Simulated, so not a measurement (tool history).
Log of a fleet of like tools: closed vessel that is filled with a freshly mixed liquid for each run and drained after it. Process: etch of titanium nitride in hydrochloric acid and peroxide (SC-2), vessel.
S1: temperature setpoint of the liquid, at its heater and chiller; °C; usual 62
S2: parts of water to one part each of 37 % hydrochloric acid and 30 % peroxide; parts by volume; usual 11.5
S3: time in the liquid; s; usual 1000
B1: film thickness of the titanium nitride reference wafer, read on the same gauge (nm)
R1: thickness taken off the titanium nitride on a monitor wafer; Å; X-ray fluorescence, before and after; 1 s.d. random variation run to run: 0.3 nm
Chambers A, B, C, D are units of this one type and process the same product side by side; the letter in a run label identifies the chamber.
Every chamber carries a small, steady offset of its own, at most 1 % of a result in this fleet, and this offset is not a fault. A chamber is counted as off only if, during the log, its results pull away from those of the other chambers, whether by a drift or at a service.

run	hour	S1	S2	S3	B1	R1
1D	10.7	62	11.5	1000	140.02	424.16
2A	16.8	62	11.5	1000	140.02	420.61
3B	26.5	62	11.5	1000	140.02	422.46
4C	32.7	62	11.5	1000	140.01	427.77
# hour 37.5: chamber B: chemicals flow meter replaced
5A	40.8	62	11.5	1000	140	428.7
6B	51.2	62	11.5	1000	139.99	430.47
7C	60.2	62	11.5	1000	139.98	426.72
8D	66.5	62	11.5	1000	140	419.79
9C	75.4	57	11.5	1000	140	312.32
10B	80.7	57	11.5	1000	140.01	307.85
11A	88.2	57	11.5	1000	139.99	308.13
12D	97.2	57	11.5	1000	140.03	305.46
13B	107.1	62	11.5	1000	139.99	420.44
14C	112.8	62	11.5	1000	139.99	423.44
15A	120.7	62	11.5	1000	139.99	409.41
16D	129.8	62	11.5	1000	140.02	412.83
17D	139.8	62	11.5	1000	140	414.8
# hour 146.3: chamber D: new drum of peroxide connected
18A	150.6	62	11.5	1000	140.01	408.94
19C	161.6	62	11.5	1000	139.99	425.92
20B	168.3	56	11.5	1000	140	289.73
21C	179.4	56	11.5	1000	139.99	290.31
22D	189.9	56	11.5	1000	140.01	291.84
23B	195.2	56	11.5	1000	139.98	287.97
24A	202.3	62	11.5	1000	140.01	395.64
25C	207.8	62	11.5	1000	140	423.73
26D	216.4	62	11.5	1000	140	414.67

One chamber off, gauge drift, or nothing amiss beyond the chambers' own small offsets? If it is a chamber, which one, and what is the likeliest cause?

It is chamber A that slowly wanders off from its peers.
Most likely cause: chemicals flow below the setpoint (%) = 9.57.
The log may not separate it from: liquid colder than its thermometer reads (K); peroxide weaker than its label (%).

Which of the 4 candidates below, each the usual settings with something changed and its results left as question marks, puts chamber A back in line with what the other chambers give on the usual settings?
In-line tolerance around the mean of the other chambers on the usual settings: R1 11 Å
27A-1	224.9	62.5	11.5	1015		?
27A-2	224.9	62.5	11.5	1045		?
27A-3	224.9	62	11.5	915		?
27A-4	224.9	61.5	11.5	1000		?

What the other chambers average on the usual settings: R1 422.56 Å
run	R1
27A-1	406.85
27A-2	418.88
27A-3	355.59
27A-4	376.75
27A-2 brings the chamber back in line.
